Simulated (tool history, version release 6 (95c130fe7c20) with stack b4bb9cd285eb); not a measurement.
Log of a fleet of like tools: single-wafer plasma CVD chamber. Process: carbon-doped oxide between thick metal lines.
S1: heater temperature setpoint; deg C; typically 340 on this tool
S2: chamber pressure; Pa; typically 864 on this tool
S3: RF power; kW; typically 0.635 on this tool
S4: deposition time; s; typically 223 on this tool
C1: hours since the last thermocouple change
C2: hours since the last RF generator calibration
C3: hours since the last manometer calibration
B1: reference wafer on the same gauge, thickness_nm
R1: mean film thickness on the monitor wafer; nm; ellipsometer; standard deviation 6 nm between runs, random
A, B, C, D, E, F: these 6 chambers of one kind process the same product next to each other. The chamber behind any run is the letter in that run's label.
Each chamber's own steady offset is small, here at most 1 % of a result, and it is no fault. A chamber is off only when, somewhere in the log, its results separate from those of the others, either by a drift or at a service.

run	day	S1	S2	S3	S4	C1	C2	C3	B1	R1
1F	0.179	340	864	0.635	223	6.3	218.7	1744.3	1219.6	1372.6
2A	0.342	340	864	0.635	223	153	1060.4	2596.9	1220	1371.3
3B	0.525	340	864	0.635	223	2152.7	2112.8	1427.4	1219.6	1376.3
4E	0.721	340	864	0.635	223	1900.2	697.2	1456.4	1219.3	1371.6
5D	0.962	340	864	0.635	223	1290.9	725.2	2004.9	1220.1	1377.8
6C	1.204	340	864	0.635	223	412	1847.5	996.8	1219.5	1388.2
7F	1.408	340	864	0.635	223	35.8	248.2	1773.8	1220.5	1379.4
8B	1.546	340	864	0.635	237	2177.2	2137.3	1451.9	1220.1	1454.9
9D	1.775	340	864	0.635	237	1310.4	744.7	2024.4	1219.2	1465.4
10E	1.929	340	864	0.635	237	1929.2	726.2	1485.4	1219.3	1466.2
11A	2.05	340	864	0.635	237	194	1101.4	2637.9	1221.7	1467.1
12C	2.171	340	864	0.635	237	435.2	1870.7	1020	1220.2	1470.4
13A	2.317	340	864	0.635	237	200.4	1107.8	2644.3	1221	1444.3
14F	2.488	340	864	0.635	223	61.7	274.1	1799.7	1220.7	1370.2
15C	2.633	340	864	0.635	223	446.3	1881.8	1031.1	1221.8	1384.8
16E	2.846	340	864	0.635	223	1951.2	748.2	1507.4	1220.5	1374.8
17D	3.108	340	864	0.635	223	1342.4	776.7	2056.4	1218.3	1366
18B	3.375	340	864	0.635	223	2221.1	2181.2	1495.8	1219	1370
19F	3.604	340	864	0.635	223	88.5	300.9	1826.5	1220.3	1374
20C	3.779	340	864	0.635	258	473.8	1909.3	1058.6	1220	1610.4
21B	3.962	340	864	0.635	258	2235.2	2195.3	1509.9	1220.5	1582.4
22E	4.125	340	864	0.635	258	1981.9	778.9	1538.1	1220.7	1600.4
23A	4.292	340	864	0.635	258	247.8	1155.2	2691.7	1219.4	1583.3
# day 4.421: chamber B: capacitance manometer re-zeroed and calibrated
24D	4.538	340	864	0.635	258	1376.7	811	2090.7	1219.8	1558.4
# day 4.596: chamber B: RF generator calibrated
25A	4.7	340	864	0.635	258	257.6	1165	2701.5	1220.6	1596.2
26E	4.892	340	864	0.635	223	2000.3	797.3	1556.5	1221	1375.6
27C	5.038	340	864	0.635	223	504	1939.5	1088.8	1220.1	1397.7
28D	5.238	340	668	0.545	223	1393.5	827.8	2107.5	1221.7	1176.7
29B	5.367	340	668	0.545	223	2268.9	18.5	22.7	1219.5	1225.8
30F	5.504	340	668	0.545	223	134.1	346.5	1872.1	1219	1203.4
31E	5.771	340	668	0.545	223	2021.4	818.4	1577.6	1219.7	1220.5
32A	5.921	340	668	0.545	223	286.9	1194.3	2730.8	1219.9	1216.8
33F	6.125	340	668	0.545	223	149	361.4	1887	1219.9	1209.8
34D	6.342	340	864	0.635	223	1420	854.3	2134	1220.1	1324
35C	6.583	340	864	0.635	223	541.1	1976.6	1125.9	1220.9	1397.1
36B	6.842	340	864	0.635	223	2304.3	53.9	58.1	1219.7	1386.1

Is one chamber off against the others, does the gauge drift, or is nothing wrong? If a chamber is off, say which, and what the likeliest cause is.

It is chamber D that slowly wanders off from its peers.
What lies behind it: delivered RF power below the setpoint (%) = 7.03.

Which of the 4 candidates below, each the usual settings with something changed and its results left as question marks, puts chamber D back in line with what the other chambers give on the usual settings?
Counts as in line when no further than this from what the other chambers average on the usual settings: R1 21 nm
37D-1	7.042	341	864	0.625	216					?
37D-2	7.042	339	864	0.635	232					?
37D-3	7.042	340	865	0.64	226					?
37D-4	7.042	346	864	0.635	223					?

The mean the other chambers reach with the usual settings: R1 1377.8 nm
run	R1
37D-1	1264.4
37D-2	1378.4
37D-3	1345.4
37D-4	1299.8
The right change is 37D-2: it brings the chamber back within the allowed miss of the others.
